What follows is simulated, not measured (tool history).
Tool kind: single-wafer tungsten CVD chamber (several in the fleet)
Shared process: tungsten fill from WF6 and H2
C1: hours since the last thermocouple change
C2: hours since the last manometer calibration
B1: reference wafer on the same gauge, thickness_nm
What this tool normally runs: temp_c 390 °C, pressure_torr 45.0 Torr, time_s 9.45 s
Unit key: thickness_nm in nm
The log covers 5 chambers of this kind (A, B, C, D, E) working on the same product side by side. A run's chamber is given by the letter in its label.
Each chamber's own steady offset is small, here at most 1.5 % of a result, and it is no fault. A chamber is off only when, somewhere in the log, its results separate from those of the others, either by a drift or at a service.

{"run": "1C", "hour": 2.6, "temp_c": 390, "pressure_torr": 45.0, "time_s": 9.45, "C1": 1729.8, "C2": 1572.4, "B1": 26.906, "thickness_nm": 27.516}
{"run": "2B", "hour": 6.9, "temp_c": 390, "pressure_torr": 45.0, "time_s": 9.45, "C1": 853.4, "C2": 879.4, "B1": 26.892, "thickness_nm": 27.429}
{"run": "3D", "hour": 11.3, "temp_c": 390, "pressure_torr": 45.0, "time_s": 9.45, "C1": 239.4, "C2": 1556.3, "B1": 26.912, "thickness_nm": 27.475}
{"run": "4E", "hour": 16.0, "temp_c": 390, "pressure_torr": 45.0, "time_s": 9.45, "C1": 480.8, "C2": 111.0, "B1": 26.905, "thickness_nm": 27.064}
{"run": "5A", "hour": 19.2, "temp_c": 390, "pressure_torr": 45.0, "time_s": 9.45, "C1": 1323.7, "C2": 1240.6, "B1": 26.908, "thickness_nm": 27.639}
{"run": "6B", "hour": 23.7, "temp_c": 390, "pressure_torr": 45.0, "time_s": 9.45, "C1": 870.2, "C2": 896.2, "B1": 26.904, "thickness_nm": 27.478}
{"run": "7D", "hour": 27.0, "temp_c": 390, "pressure_torr": 45.0, "time_s": 10.54, "C1": 255.1, "C2": 1572.0, "B1": 26.898, "thickness_nm": 30.835}
{"run": "8C", "hour": 31.2, "temp_c": 390, "pressure_torr": 45.0, "time_s": 10.54, "C1": 1758.4, "C2": 1601.0, "B1": 26.901, "thickness_nm": 30.663}
{"run": "9E", "hour": 36.1, "temp_c": 390, "pressure_torr": 45.0, "time_s": 10.54, "C1": 500.9, "C2": 131.1, "B1": 26.901, "thickness_nm": 30.255}
{"run": "10A", "hour": 38.9, "temp_c": 390, "pressure_torr": 45.0, "time_s": 10.54, "C1": 1343.4, "C2": 1260.3, "B1": 26.896, "thickness_nm": 30.839}
{"run": "11C", "hour": 42.0, "temp_c": 390, "pressure_torr": 45.0, "time_s": 10.54, "C1": 1769.2, "C2": 1611.8, "B1": 26.891, "thickness_nm": 30.625}
{"run": "12B", "hour": 47.2, "temp_c": 390, "pressure_torr": 45.0, "time_s": 9.45, "C1": 893.7, "C2": 919.7, "B1": 26.892, "thickness_nm": 27.46}
{"run": "13E", "hour": 51.7, "temp_c": 376, "pressure_torr": 51.0, "time_s": 9.45, "C1": 516.5, "C2": 146.7, "B1": 26.903, "thickness_nm": 21.496}
{"run": "14A", "hour": 55.1, "temp_c": 376, "pressure_torr": 51.0, "time_s": 9.45, "C1": 1359.6, "C2": 1276.5, "B1": 26.911, "thickness_nm": 22.015}
{"run": "15D", "hour": 59.5, "temp_c": 376, "pressure_torr": 51.0, "time_s": 9.45, "C1": 287.6, "C2": 1604.5, "B1": 26.912, "thickness_nm": 22.106}
{"hour": 63.2, "done": "chamber D: capacitance manometer re-zeroed and calibrated"}
{"run": "16C", "hour": 63.8, "temp_c": 376, "pressure_torr": 51.0, "time_s": 9.45, "C1": 1791.0, "C2": 1633.6, "B1": 26.896, "thickness_nm": 21.939}
{"run": "17A", "hour": 67.2, "temp_c": 376, "pressure_torr": 51.0, "time_s": 9.45, "C1": 1371.7, "C2": 1288.6, "B1": 26.903, "thickness_nm": 22.066}
{"run": "18D", "hour": 71.4, "temp_c": 390, "pressure_torr": 51.4, "time_s": 8.76, "C1": 299.5, "C2": 8.3, "B1": 26.887, "thickness_nm": 28.093}
{"run": "19B", "hour": 76.0, "temp_c": 390, "pressure_torr": 51.4, "time_s": 8.76, "C1": 922.5, "C2": 948.5, "B1": 26.887, "thickness_nm": 27.07}
{"run": "20E", "hour": 78.3, "temp_c": 390, "pressure_torr": 51.4, "time_s": 8.76, "C1": 543.1, "C2": 173.3, "B1": 26.905, "thickness_nm": 26.713}
{"run": "21C", "hour": 81.8, "temp_c": 390, "pressure_torr": 51.4, "time_s": 8.76, "C1": 1809.0, "C2": 1651.6, "B1": 26.891, "thickness_nm": 27.157}
{"run": "22A", "hour": 84.9, "temp_c": 390, "pressure_torr": 51.4, "time_s": 8.76, "C1": 1389.4, "C2": 1306.3, "B1": 26.88, "thickness_nm": 27.306}
{"run": "23B", "hour": 89.9, "temp_c": 390, "pressure_torr": 45.0, "time_s": 9.45, "C1": 936.4, "C2": 962.4, "B1": 26.898, "thickness_nm": 27.468}
{"run": "24E", "hour": 92.4, "temp_c": 390, "pressure_torr": 45.0, "time_s": 9.45, "C1": 557.2, "C2": 187.4, "B1": 26.902, "thickness_nm": 27.038}
{"run": "25D", "hour": 96.9, "temp_c": 390, "pressure_torr": 45.0, "time_s": 9.45, "C1": 325.0, "C2": 33.8, "B1": 26.903, "thickness_nm": 28.458}
{"run": "26E", "hour": 100.4, "temp_c": 390, "pressure_torr": 45.0, "time_s": 9.45, "C1": 565.2, "C2": 195.4, "B1": 26.91, "thickness_nm": 27.039}
{"run": "27D", "hour": 104.4, "temp_c": 390, "pressure_torr": 45.0, "time_s": 9.45, "C1": 332.5, "C2": 41.3, "B1": 26.91, "thickness_nm": 28.446}
{"run": "28A", "hour": 107.5, "temp_c": 390, "pressure_torr": 45.0, "time_s": 9.45, "C1": 1412.0, "C2": 1328.9, "B1": 26.91, "thickness_nm": 27.568}
{"run": "29C", "hour": 111.6, "temp_c": 390, "pressure_torr": 45.0, "time_s": 9.45, "C1": 1838.8, "C2": 1681.4, "B1": 26.911, "thickness_nm": 27.594}
{"run": "30B", "hour": 116.9, "temp_c": 390, "pressure_torr": 45.0, "time_s": 9.45, "C1": 963.4, "C2": 989.4, "B1": 26.896, "thickness_nm": 27.396}
{"run": "31B", "hour": 119.8, "temp_c": 390, "pressure_torr": 45.0, "time_s": 9.45, "C1": 966.3, "C2": 992.3, "B1": 26.904, "thickness_nm": 27.529}
{"hour": 124.2, "done": "chamber A: capacitance manometer re-zeroed and calibrated"}
{"run": "32D", "hour": 124.7, "temp_c": 390, "pressure_torr": 45.0, "time_s": 9.45, "C1": 352.8, "C2": 61.6, "B1": 26.899, "thickness_nm": 28.47}
{"run": "33A", "hour": 128.0, "temp_c": 390, "pressure_torr": 45.0, "time_s": 9.45, "C1": 1432.5, "C2": 3.9, "B1": 26.891, "thickness_nm": 27.604}
{"run": "34C", "hour": 132.8, "temp_c": 390, "pressure_torr": 45.0, "time_s": 9.45, "C1": 1860.0, "C2": 1702.6, "B1": 26.89, "thickness_nm": 27.368}

For the next run the whole fleet of 5 chambers uses the same settings. Give each chamber's results:
{"run": "35A", "hour": 136.6, "temp_c": 390, "pressure_torr": 36.7, "time_s": 9.45, "thickness_nm": "?"}
{"run": "35B", "hour": 136.6, "temp_c": 390, "pressure_torr": 36.7, "time_s": 9.45, "thickness_nm": "?"}
{"run": "35C", "hour": 136.6, "temp_c": 390, "pressure_torr": 36.7, "time_s": 9.45, "thickness_nm": "?"}
{"run": "35D", "hour": 136.6, "temp_c": 390, "pressure_torr": 36.7, "time_s": 9.45, "thickness_nm": "?"}
{"run": "35E", "hour": 136.6, "temp_c": 390, "pressure_torr": 36.7, "time_s": 9.45, "thickness_nm": "?"}

run=35A thickness_nm=25.097
run=35B thickness_nm=24.942
run=35C thickness_nm=24.959
run=35D thickness_nm=25.839
run=35E thickness_nm=24.598
